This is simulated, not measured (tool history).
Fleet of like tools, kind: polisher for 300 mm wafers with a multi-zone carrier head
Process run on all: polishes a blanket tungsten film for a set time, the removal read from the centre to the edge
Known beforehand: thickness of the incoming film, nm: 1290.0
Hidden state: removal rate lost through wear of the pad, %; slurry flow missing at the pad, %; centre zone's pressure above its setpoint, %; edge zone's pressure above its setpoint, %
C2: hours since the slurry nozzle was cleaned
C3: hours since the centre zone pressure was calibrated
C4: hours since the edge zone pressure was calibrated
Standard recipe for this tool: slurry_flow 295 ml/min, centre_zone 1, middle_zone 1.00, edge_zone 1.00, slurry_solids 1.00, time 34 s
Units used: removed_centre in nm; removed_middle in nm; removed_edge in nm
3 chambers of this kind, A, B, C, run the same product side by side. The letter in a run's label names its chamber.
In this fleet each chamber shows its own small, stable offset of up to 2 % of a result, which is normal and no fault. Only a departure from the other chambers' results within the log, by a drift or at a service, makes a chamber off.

-- hour=2.9 chamber B: worn pad replaced by a new one
run 1B hour=3.6 | slurry_flow=295 centre_zone=1 middle_zone=1.00 edge_zone=1.00 slurry_solids=1.00 time=34 | wafers_polished_on_this_pad=6 C2=493.9 C3=566.8 C4=81.0 | removed_centre=288.67 removed_middle=286.89 removed_edge=281.76
run 2A hour=7.3 | slurry_flow=295 centre_zone=1 middle_zone=1.00 edge_zone=1.00 slurry_solids=1.00 time=34 | wafers_polished_on_this_pad=396 C2=189.0 C3=1348.1 C4=73.0 | removed_centre=285.73 removed_middle=285.16 removed_edge=283.00
run 3C hour=10.3 | slurry_flow=295 centre_zone=1 middle_zone=1.00 edge_zone=1.00 slurry_solids=1.00 time=34 | wafers_polished_on_this_pad=829 C2=320.9 C3=543.3 C4=725.3 | removed_centre=284.17 removed_middle=288.85 removed_edge=284.47
run 4B hour=13.8 | slurry_flow=295 centre_zone=1 middle_zone=1.00 edge_zone=1.00 slurry_solids=1.00 time=34 | wafers_polished_on_this_pad=98 C2=504.1 C3=577.0 C4=91.2 | removed_centre=283.60 removed_middle=283.37 removed_edge=279.24
-- hour=17.6 chamber A: centre zone pressure recalibrated
run 5C hour=17.7 | slurry_flow=295 centre_zone=1 middle_zone=1.00 edge_zone=1.00 slurry_solids=1.00 time=34 | wafers_polished_on_this_pad=895 C2=328.3 C3=550.7 C4=732.7 | removed_centre=285.44 removed_middle=283.62 removed_edge=283.53
run 6A hour=22.1 | slurry_flow=295 centre_zone=1 middle_zone=1.00 edge_zone=1.00 slurry_solids=1.00 time=34 | wafers_polished_on_this_pad=529 C2=203.8 C3=4.5 C4=87.8 | removed_centre=293.07 removed_middle=281.36 removed_edge=282.02
run 7A hour=26.2 | slurry_flow=295 centre_zone=1 middle_zone=1.00 edge_zone=1.00 slurry_solids=1.00 time=34 | wafers_polished_on_this_pad=566 C2=207.9 C3=8.6 C4=91.9 | removed_centre=281.05 removed_middle=285.54 removed_edge=284.78
run 8B hour=29.5 | slurry_flow=295 centre_zone=1 middle_zone=1.00 edge_zone=1.00 slurry_solids=1.00 time=34 | wafers_polished_on_this_pad=239 C2=519.8 C3=592.7 C4=106.9 | removed_centre=282.94 removed_middle=288.10 removed_edge=288.08
run 9C hour=32.1 | slurry_flow=295 centre_zone=1 middle_zone=1.00 edge_zone=1.00 slurry_solids=1.00 time=34 | wafers_polished_on_this_pad=1025 C2=342.7 C3=565.1 C4=747.1 | removed_centre=285.58 removed_middle=292.02 removed_edge=287.86
run 10C hour=35.5 | slurry_flow=295 centre_zone=1 middle_zone=1.00 edge_zone=1.00 slurry_solids=1.00 time=34 | wafers_polished_on_this_pad=1056 C2=346.1 C3=568.5 C4=750.5 | removed_centre=284.53 removed_middle=283.56 removed_edge=278.77
run 11B hour=39.3 | slurry_flow=295 centre_zone=1 middle_zone=1.00 edge_zone=1.00 slurry_solids=1.00 time=34 | wafers_polished_on_this_pad=328 C2=529.6 C3=602.5 C4=116.7 | removed_centre=286.20 removed_middle=285.42 removed_edge=288.36
-- hour=41.3 chamber C: slurry nozzle cleaned
run 12A hour=42.6 | slurry_flow=295 centre_zone=1 middle_zone=1.00 edge_zone=1.00 slurry_solids=1.00 time=34 | wafers_polished_on_this_pad=714 C2=224.3 C3=25.0 C4=108.3 | removed_centre=286.22 removed_middle=284.75 removed_edge=280.92
run 13C hour=46.9 | slurry_flow=295 centre_zone=1 middle_zone=1.00 edge_zone=1.00 slurry_solids=1.00 time=34 | wafers_polished_on_this_pad=1158 C2=5.6 C3=579.9 C4=761.9 | removed_centre=291.28 removed_middle=279.97 removed_edge=289.19
run 14B hour=49.8 | slurry_flow=295 centre_zone=1 middle_zone=1.00 edge_zone=1.00 slurry_solids=1.00 time=34 | wafers_polished_on_this_pad=422 C2=540.1 C3=613.0 C4=127.2 | removed_centre=285.71 removed_middle=279.81 removed_edge=285.76
-- hour=51.0 chamber C: worn pad replaced by a new one
run 15A hour=52.2 | slurry_flow=230 centre_zone=1 middle_zone=1.00 edge_zone=1.00 slurry_solids=1.00 time=23 | wafers_polished_on_this_pad=800 C2=233.9 C3=34.6 C4=117.9 | removed_centre=191.51 removed_middle=187.31 removed_edge=186.93
run 16A hour=54.7 | slurry_flow=230 centre_zone=1 middle_zone=1.00 edge_zone=1.00 slurry_solids=1.00 time=23 | wafers_polished_on_this_pad=823 C2=236.4 C3=37.1 C4=120.4 | removed_centre=188.23 removed_middle=190.97 removed_edge=187.53
run 17B hour=58.4 | slurry_flow=230 centre_zone=1 middle_zone=1.00 edge_zone=1.00 slurry_solids=1.00 time=23 | wafers_polished_on_this_pad=500 C2=548.7 C3=621.6 C4=135.8 | removed_centre=189.28 removed_middle=189.45 removed_edge=191.45
run 18C hour=61.2 | slurry_flow=295 centre_zone=1 middle_zone=1.00 edge_zone=1.00 slurry_solids=1.00 time=34 | wafers_polished_on_this_pad=92 C2=19.9 C3=594.2 C4=776.2 | removed_centre=293.26 removed_middle=282.26 removed_edge=289.11
run 19A hour=65.4 | slurry_flow=295 centre_zone=1 middle_zone=1.00 edge_zone=1.00 slurry_solids=1.00 time=34 | wafers_polished_on_this_pad=919 C2=247.1 C3=47.8 C4=131.1 | removed_centre=285.74 removed_middle=288.77 removed_edge=275.18
run 20B hour=68.0 | slurry_flow=295 centre_zone=1 middle_zone=1.00 edge_zone=1.00 slurry_solids=1.00 time=34 | wafers_polished_on_this_pad=586 C2=558.3 C3=631.2 C4=145.4 | removed_centre=295.17 removed_middle=285.63 removed_edge=283.29
run 21C hour=70.7 | slurry_flow=295 centre_zone=1 middle_zone=1.00 edge_zone=1.00 slurry_solids=1.00 time=34 | wafers_polished_on_this_pad=177 C2=29.4 C3=603.7 C4=785.7 | removed_centre=303.32 removed_middle=281.18 removed_edge=288.38
-- hour=70.8 chamber B: worn pad replaced by a new one
run 22B hour=74.0 | slurry_flow=355 centre_zone=1 middle_zone=0.88 edge_zone=1.00 slurry_solids=1.00 time=34 | wafers_polished_on_this_pad=29 C2=564.3 C3=637.2 C4=151.4 | removed_centre=293.38 removed_middle=265.86 removed_edge=282.45
run 23C hour=76.5 | slurry_flow=355 centre_zone=1 middle_zone=0.88 edge_zone=1.00 slurry_solids=1.00 time=34 | wafers_polished_on_this_pad=230 C2=35.2 C3=609.5 C4=791.5 | removed_centre=304.60 removed_middle=256.95 removed_edge=292.33
-- hour=78.8 chamber A: worn pad replaced by a new one
run 24A hour=78.9 | slurry_flow=355 centre_zone=1 middle_zone=0.88 edge_zone=1.00 slurry_solids=1.00 time=34 | wafers_polished_on_this_pad=1 C2=260.6 C3=61.3 C4=144.6 | removed_centre=288.98 removed_middle=257.32 removed_edge=290.35
run 25B hour=83.2 | slurry_flow=295 centre_zone=1 middle_zone=1.00 edge_zone=1.06 slurry_solids=1.00 time=34 | wafers_polished_on_this_pad=111 C2=573.5 C3=646.4 C4=160.6 | removed_centre=286.66 removed_middle=291.11 removed_edge=293.90
run 26A hour=85.3 | slurry_flow=295 centre_zone=1 middle_zone=1.00 edge_zone=1.06 slurry_solids=1.00 time=34 | wafers_polished_on_this_pad=58 C2=267.0 C3=67.7 C4=151.0 | removed_centre=289.66 removed_middle=289.19 removed_edge=294.65
run 27C hour=88.3 | slurry_flow=295 centre_zone=1 middle_zone=1.00 edge_zone=1.06 slurry_solids=1.00 time=34 | wafers_polished_on_this_pad=336 C2=47.0 C3=621.3 C4=803.3 | removed_centre=295.94 removed_middle=288.01 removed_edge=289.24
run 28B hour=91.1 | slurry_flow=295 centre_zone=1 middle_zone=1.00 edge_zone=1.00 slurry_solids=1.00 time=34 | wafers_polished_on_this_pad=183 C2=581.4 C3=654.3 C4=168.5 | removed_centre=291.04 removed_middle=286.44 removed_edge=282.50
run 29C hour=94.9 | slurry_flow=295 centre_zone=1 middle_zone=1.00 edge_zone=1.00 slurry_solids=1.15 time=34 | wafers_polished_on_this_pad=395 C2=53.6 C3=627.9 C4=809.9 | removed_centre=314.95 removed_middle=299.60 removed_edge=292.28
run 30A hour=98.3 | slurry_flow=295 centre_zone=1 middle_zone=1.00 edge_zone=1.00 slurry_solids=1.15 time=34 | wafers_polished_on_this_pad=175 C2=280.0 C3=80.7 C4=164.0 | removed_centre=298.40 removed_middle=293.17 removed_edge=289.45
run 31A hour=102.3 | slurry_flow=295 centre_zone=1 middle_zone=1.00 edge_zone=1.00 slurry_solids=1.15 time=34 | wafers_polished_on_this_pad=211 C2=284.0 C3=84.7 C4=168.0 | removed_centre=298.62 removed_middle=287.99 removed_edge=291.27

All 3 chambers run these settings next. Forecast each chamber's results:
run 32A hour=105.5 | slurry_flow=295 centre_zone=1 middle_zone=1.00 edge_zone=1.00 slurry_solids=1.00 time=38 | removed_centre=? removed_middle=? removed_edge=?
run 32B hour=105.5 | slurry_flow=295 centre_zone=1 middle_zone=1.00 edge_zone=1.00 slurry_solids=1.00 time=38 | removed_centre=? removed_middle=? removed_edge=?
run 32C hour=105.5 | slurry_flow=295 centre_zone=1 middle_zone=1.00 edge_zone=1.00 slurry_solids=1.00 time=38 | removed_centre=? removed_middle=? removed_edge=?

run=32A removed_centre=323.32 removed_middle=317.29 removed_edge=317.71
run=32B removed_centre=317.56 removed_middle=317.89 removed_edge=319.76
run=32C removed_centre=346.90 removed_middle=324.25 removed_edge=325.21

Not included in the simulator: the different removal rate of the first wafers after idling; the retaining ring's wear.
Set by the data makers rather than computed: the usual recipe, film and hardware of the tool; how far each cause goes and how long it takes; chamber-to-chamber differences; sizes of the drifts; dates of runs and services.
